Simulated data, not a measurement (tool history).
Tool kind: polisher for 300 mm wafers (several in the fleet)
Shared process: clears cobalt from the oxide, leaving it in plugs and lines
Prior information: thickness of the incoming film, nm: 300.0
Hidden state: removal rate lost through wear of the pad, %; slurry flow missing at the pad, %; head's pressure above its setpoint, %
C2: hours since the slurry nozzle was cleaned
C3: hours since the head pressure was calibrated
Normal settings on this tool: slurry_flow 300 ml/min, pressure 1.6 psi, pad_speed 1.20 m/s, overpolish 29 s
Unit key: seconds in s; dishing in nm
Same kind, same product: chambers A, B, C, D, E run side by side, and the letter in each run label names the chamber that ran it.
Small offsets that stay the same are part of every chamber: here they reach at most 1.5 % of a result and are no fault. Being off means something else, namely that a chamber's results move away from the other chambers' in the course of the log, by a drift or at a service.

{"hour": 3.4, "done": "chamber D: slurry nozzle cleaned"}
{"run": "1B", "hour": 8.0, "slurry_flow": 300, "pressure": 1.6, "pad_speed": 1.2, "overpolish": 29, "wafers polished on this pad": 941, "C2": 207.9, "C3": 1081.0, "seconds": 59.356, "dishing": 66.762}
{"run": "2C", "hour": 20.3, "slurry_flow": 300, "pressure": 1.6, "pad_speed": 1.2, "overpolish": 29, "wafers polished on this pad": 845, "C2": 242.3, "C3": 485.0, "seconds": 60.33, "dishing": 69.157}
{"hour": 20.8, "done": "chamber C: worn pad replaced by a new one"}
{"run": "3D", "hour": 26.4, "slurry_flow": 300, "pressure": 1.6, "pad_speed": 1.2, "overpolish": 29, "wafers polished on this pad": 715, "C2": 23.0, "C3": 111.6, "seconds": 59.402, "dishing": 66.575}
{"hour": 29.0, "done": "chamber E: worn pad replaced by a new one"}
{"run": "4E", "hour": 32.1, "slurry_flow": 300, "pressure": 1.6, "pad_speed": 1.2, "overpolish": 29, "wafers polished on this pad": 28, "C2": 278.0, "C3": 192.5, "seconds": 58.051, "dishing": 69.539}
{"hour": 35.7, "done": "chamber D: worn pad replaced by a new one"}
{"run": "5A", "hour": 39.3, "slurry_flow": 300, "pressure": 1.6, "pad_speed": 1.2, "overpolish": 29, "wafers polished on this pad": 992, "C2": 548.1, "C3": 93.0, "seconds": 57.156, "dishing": 66.991}
{"run": "6A", "hour": 49.8, "slurry_flow": 300, "pressure": 1.6, "pad_speed": 1.2, "overpolish": 29, "wafers polished on this pad": 1086, "C2": 558.6, "C3": 103.5, "seconds": 59.869, "dishing": 70.842}
{"run": "7D", "hour": 60.0, "slurry_flow": 300, "pressure": 1.6, "pad_speed": 1.2, "overpolish": 29, "wafers polished on this pad": 218, "C2": 56.6, "C3": 145.2, "seconds": 59.56, "dishing": 68.874}
{"hour": 67.8, "done": "chamber B: worn pad replaced by a new one"}
{"run": "8E", "hour": 72.1, "slurry_flow": 300, "pressure": 1.6, "pad_speed": 1.2, "overpolish": 29, "wafers polished on this pad": 386, "C2": 318.0, "C3": 232.5, "seconds": 57.43, "dishing": 70.718}
{"run": "9B", "hour": 81.4, "slurry_flow": 300, "pressure": 1.6, "pad_speed": 1.2, "overpolish": 29, "wafers polished on this pad": 122, "C2": 281.3, "C3": 1154.4, "seconds": 60.818, "dishing": 70.001}
{"hour": 90.5, "done": "chamber A: worn pad replaced by a new one"}
{"run": "10C", "hour": 91.1, "slurry_flow": 300, "pressure": 1.6, "pad_speed": 1.2, "overpolish": 29, "wafers polished on this pad": 630, "C2": 313.1, "C3": 555.8, "seconds": 58.827, "dishing": 69.388}
{"run": "11D", "hour": 97.7, "slurry_flow": 300, "pressure": 1.6, "pad_speed": 1.4, "overpolish": 29, "wafers polished on this pad": 556, "C2": 94.3, "C3": 182.9, "seconds": 50.963, "dishing": 70.089}
{"run": "12B", "hour": 104.5, "slurry_flow": 300, "pressure": 1.6, "pad_speed": 1.4, "overpolish": 29, "wafers polished on this pad": 329, "C2": 304.4, "C3": 1177.5, "seconds": 51.475, "dishing": 72.52}
{"run": "13A", "hour": 111.1, "slurry_flow": 300, "pressure": 1.6, "pad_speed": 1.4, "overpolish": 29, "wafers polished on this pad": 184, "C2": 619.9, "C3": 164.8, "seconds": 51.434, "dishing": 69.875}
{"hour": 111.9, "done": "chamber D: worn pad replaced by a new one"}
{"hour": 112.9, "done": "chamber E: worn pad replaced by a new one"}
{"run": "14E", "hour": 121.3, "slurry_flow": 300, "pressure": 1.6, "pad_speed": 1.4, "overpolish": 29, "wafers polished on this pad": 76, "C2": 367.2, "C3": 281.7, "seconds": 49.935, "dishing": 73.058}
{"run": "15C", "hour": 128.3, "slurry_flow": 300, "pressure": 1.6, "pad_speed": 1.4, "overpolish": 29, "wafers polished on this pad": 964, "C2": 350.3, "C3": 593.0, "seconds": 51.328, "dishing": 68.872}
{"hour": 134.1, "done": "chamber C: slurry nozzle cleaned"}
{"hour": 137.3, "done": "chamber C: worn pad replaced by a new one"}
{"run": "16E", "hour": 140.2, "slurry_flow": 300, "pressure": 1.6, "pad_speed": 1.2, "overpolish": 29, "wafers polished on this pad": 245, "C2": 386.1, "C3": 300.6, "seconds": 59.268, "dishing": 66.609}
{"run": "17B", "hour": 148.2, "slurry_flow": 300, "pressure": 1.6, "pad_speed": 1.2, "overpolish": 29, "wafers polished on this pad": 721, "C2": 348.1, "C3": 1221.2, "seconds": 59.171, "dishing": 66.889}
{"run": "18D", "hour": 157.2, "slurry_flow": 300, "pressure": 1.6, "pad_speed": 1.2, "overpolish": 29, "wafers polished on this pad": 406, "C2": 153.8, "C3": 242.4, "seconds": 58.066, "dishing": 70.263}
{"run": "19C", "hour": 165.9, "slurry_flow": 300, "pressure": 1.6, "pad_speed": 1.2, "overpolish": 29, "wafers polished on this pad": 256, "C2": 31.9, "C3": 630.6, "seconds": 60.223, "dishing": 64.729}
{"run": "20A", "hour": 176.2, "slurry_flow": 300, "pressure": 1.6, "pad_speed": 1.2, "overpolish": 29, "wafers polished on this pad": 768, "C2": 685.0, "C3": 229.9, "seconds": 57.478, "dishing": 66.361}
{"run": "21C", "hour": 184.5, "slurry_flow": 300, "pressure": 1.6, "pad_speed": 1.2, "overpolish": 29, "wafers polished on this pad": 423, "C2": 50.5, "C3": 649.2, "seconds": 59.462, "dishing": 68.632}
{"hour": 186.3, "done": "chamber D: worn pad replaced by a new one"}
{"hour": 189.8, "done": "chamber E: worn pad replaced by a new one"}
{"hour": 194.1, "done": "chamber B: head pressure recalibrated"}
{"hour": 194.7, "done": "chamber E: slurry nozzle cleaned"}
{"run": "22A", "hour": 196.7, "slurry_flow": 300, "pressure": 1.6, "pad_speed": 1.2, "overpolish": 29, "wafers polished on this pad": 952, "C2": 705.5, "C3": 250.4, "seconds": 59.733, "dishing": 68.927}
{"run": "23E", "hour": 204.1, "slurry_flow": 300, "pressure": 1.6, "pad_speed": 1.2, "overpolish": 29, "wafers polished on this pad": 128, "C2": 9.4, "C3": 364.5, "seconds": 58.881, "dishing": 66.999}
{"run": "24B", "hour": 216.1, "slurry_flow": 300, "pressure": 1.6, "pad_speed": 1.2, "overpolish": 29, "wafers polished on this pad": 1330, "C2": 416.0, "C3": 22.1, "seconds": 58.769, "dishing": 70.669}
{"hour": 223.5, "done": "chamber B: worn pad replaced by a new one"}
{"run": "25D", "hour": 228.0, "slurry_flow": 300, "pressure": 1.6, "pad_speed": 1.2, "overpolish": 29, "wafers polished on this pad": 374, "C2": 224.6, "C3": 313.2, "seconds": 59.493, "dishing": 68.28}
{"run": "26C", "hour": 235.6, "slurry_flow": 300, "pressure": 1.6, "pad_speed": 1.2, "overpolish": 29, "wafers polished on this pad": 882, "C2": 101.6, "C3": 700.3, "seconds": 58.377, "dishing": 66.832}
{"hour": 242.7, "done": "chamber C: worn pad replaced by a new one"}
{"run": "27A", "hour": 245.8, "slurry_flow": 300, "pressure": 1.1, "pad_speed": 1.2, "overpolish": 43, "wafers polished on this pad": 1393, "C2": 754.6, "C3": 299.5, "seconds": 86.134, "dishing": 66.524}
{"hour": 257.4, "done": "chamber A: worn pad replaced by a new one"}
{"run": "28E", "hour": 258.3, "slurry_flow": 300, "pressure": 1.1, "pad_speed": 1.2, "overpolish": 43, "wafers polished on this pad": 614, "C2": 63.6, "C3": 418.7, "seconds": 83.23, "dishing": 71.51}
{"run": "29B", "hour": 267.7, "slurry_flow": 300, "pressure": 1.1, "pad_speed": 1.2, "overpolish": 43, "wafers polished on this pad": 396, "C2": 467.6, "C3": 73.7, "seconds": 85.305, "dishing": 64.867}
{"hour": 273.9, "done": "chamber D: worn pad replaced by a new one"}
{"run": "30D", "hour": 276.0, "slurry_flow": 300, "pressure": 1.1, "pad_speed": 1.2, "overpolish": 43, "wafers polished on this pad": 19, "C2": 272.6, "C3": 361.2, "seconds": 85.573, "dishing": 65.409}
{"hour": 279.6, "done": "chamber E: worn pad replaced by a new one"}
{"run": "31A", "hour": 283.8, "slurry_flow": 300, "pressure": 1.1, "pad_speed": 1.2, "overpolish": 43, "wafers polished on this pad": 236, "C2": 792.6, "C3": 337.5, "seconds": 87.341, "dishing": 64.284}
{"run": "32D", "hour": 289.9, "slurry_flow": 300, "pressure": 1.6, "pad_speed": 1.2, "overpolish": 29, "wafers polished on this pad": 144, "C2": 286.5, "C3": 375.1, "seconds": 57.851, "dishing": 68.873}
{"run": "33B", "hour": 300.1, "slurry_flow": 300, "pressure": 1.6, "pad_speed": 1.2, "overpolish": 29, "wafers polished on this pad": 687, "C2": 500.0, "C3": 106.1, "seconds": 58.537, "dishing": 68.623}
{"run": "34E", "hour": 313.0, "slurry_flow": 300, "pressure": 1.6, "pad_speed": 1.2, "overpolish": 29, "wafers polished on this pad": 300, "C2": 118.3, "C3": 473.4, "seconds": 58.048, "dishing": 65.84}
{"run": "35C", "hour": 318.8, "slurry_flow": 300, "pressure": 1.6, "pad_speed": 1.2, "overpolish": 29, "wafers polished on this pad": 682, "C2": 184.8, "C3": 783.5, "seconds": 59.679, "dishing": 64.485}
{"run": "36B", "hour": 331.2, "slurry_flow": 300, "pressure": 1.6, "pad_speed": 1.2, "overpolish": 29, "wafers polished on this pad": 966, "C2": 531.1, "C3": 137.2, "seconds": 59.107, "dishing": 72.126}
{"hour": 341.4, "done": "chamber B: slurry nozzle cleaned"}
{"run": "37C", "hour": 343.2, "slurry_flow": 300, "pressure": 1.6, "pad_speed": 1.2, "overpolish": 29, "wafers polished on this pad": 901, "C2": 209.2, "C3": 807.9, "seconds": 60.248, "dishing": 69.249}
{"hour": 346.2, "done": "chamber D: worn pad replaced by a new one"}
{"hour": 347.4, "done": "chamber C: worn pad replaced by a new one"}
{"hour": 351.2, "done": "chamber E: head pressure recalibrated"}
{"run": "38D", "hour": 351.9, "slurry_flow": 300, "pressure": 1.6, "pad_speed": 1.2, "overpolish": 29, "wafers polished on this pad": 51, "C2": 348.5, "C3": 437.1, "seconds": 59.152, "dishing": 70.402}
{"hour": 354.7, "done": "chamber E: worn pad replaced by a new one"}
{"run": "39A", "hour": 357.5, "slurry_flow": 300, "pressure": 1.6, "pad_speed": 1.2, "overpolish": 13, "wafers polished on this pad": 897, "C2": 866.3, "C3": 411.2, "seconds": 59.065, "dishing": 46.081}
{"run": "40E", "hour": 369.1, "slurry_flow": 300, "pressure": 1.6, "pad_speed": 1.2, "overpolish": 13, "wafers polished on this pad": 130, "C2": 174.4, "C3": 17.9, "seconds": 58.377, "dishing": 45.246}
{"run": "41D", "hour": 380.3, "slurry_flow": 300, "pressure": 1.6, "pad_speed": 1.2, "overpolish": 13, "wafers polished on this pad": 305, "C2": 376.9, "C3": 465.5, "seconds": 60.518, "dishing": 44.691}
{"hour": 383.7, "done": "chamber B: worn pad replaced by a new one"}
{"run": "42C", "hour": 393.3, "slurry_flow": 300, "pressure": 1.6, "pad_speed": 1.2, "overpolish": 13, "wafers polished on this pad": 412, "C2": 259.3, "C3": 858.0, "seconds": 59.54, "dishing": 42.863}
{"run": "43B", "hour": 403.5, "slurry_flow": 300, "pressure": 1.6, "pad_speed": 1.2, "overpolish": 13, "wafers polished on this pad": 177, "C2": 62.1, "C3": 209.5, "seconds": 58.891, "dishing": 45.974}
{"hour": 408.1, "done": "chamber A: slurry nozzle cleaned"}
{"hour": 409.0, "done": "chamber A: worn pad replaced by a new one"}
{"run": "44A", "hour": 411.1, "slurry_flow": 300, "pressure": 1.6, "pad_speed": 1.2, "overpolish": 13, "wafers polished on this pad": 19, "C2": 3.0, "C3": 464.8, "seconds": 59.524, "dishing": 44.498}

Which is it: a chamber that has drifted or been left off by a service, a gauge drift common to all chambers, or only each chamber's usual small offset? If a chamber is off, name it and its likeliest cause.

No chamber stands off beyond its own small offset, and the gauge holds steady.
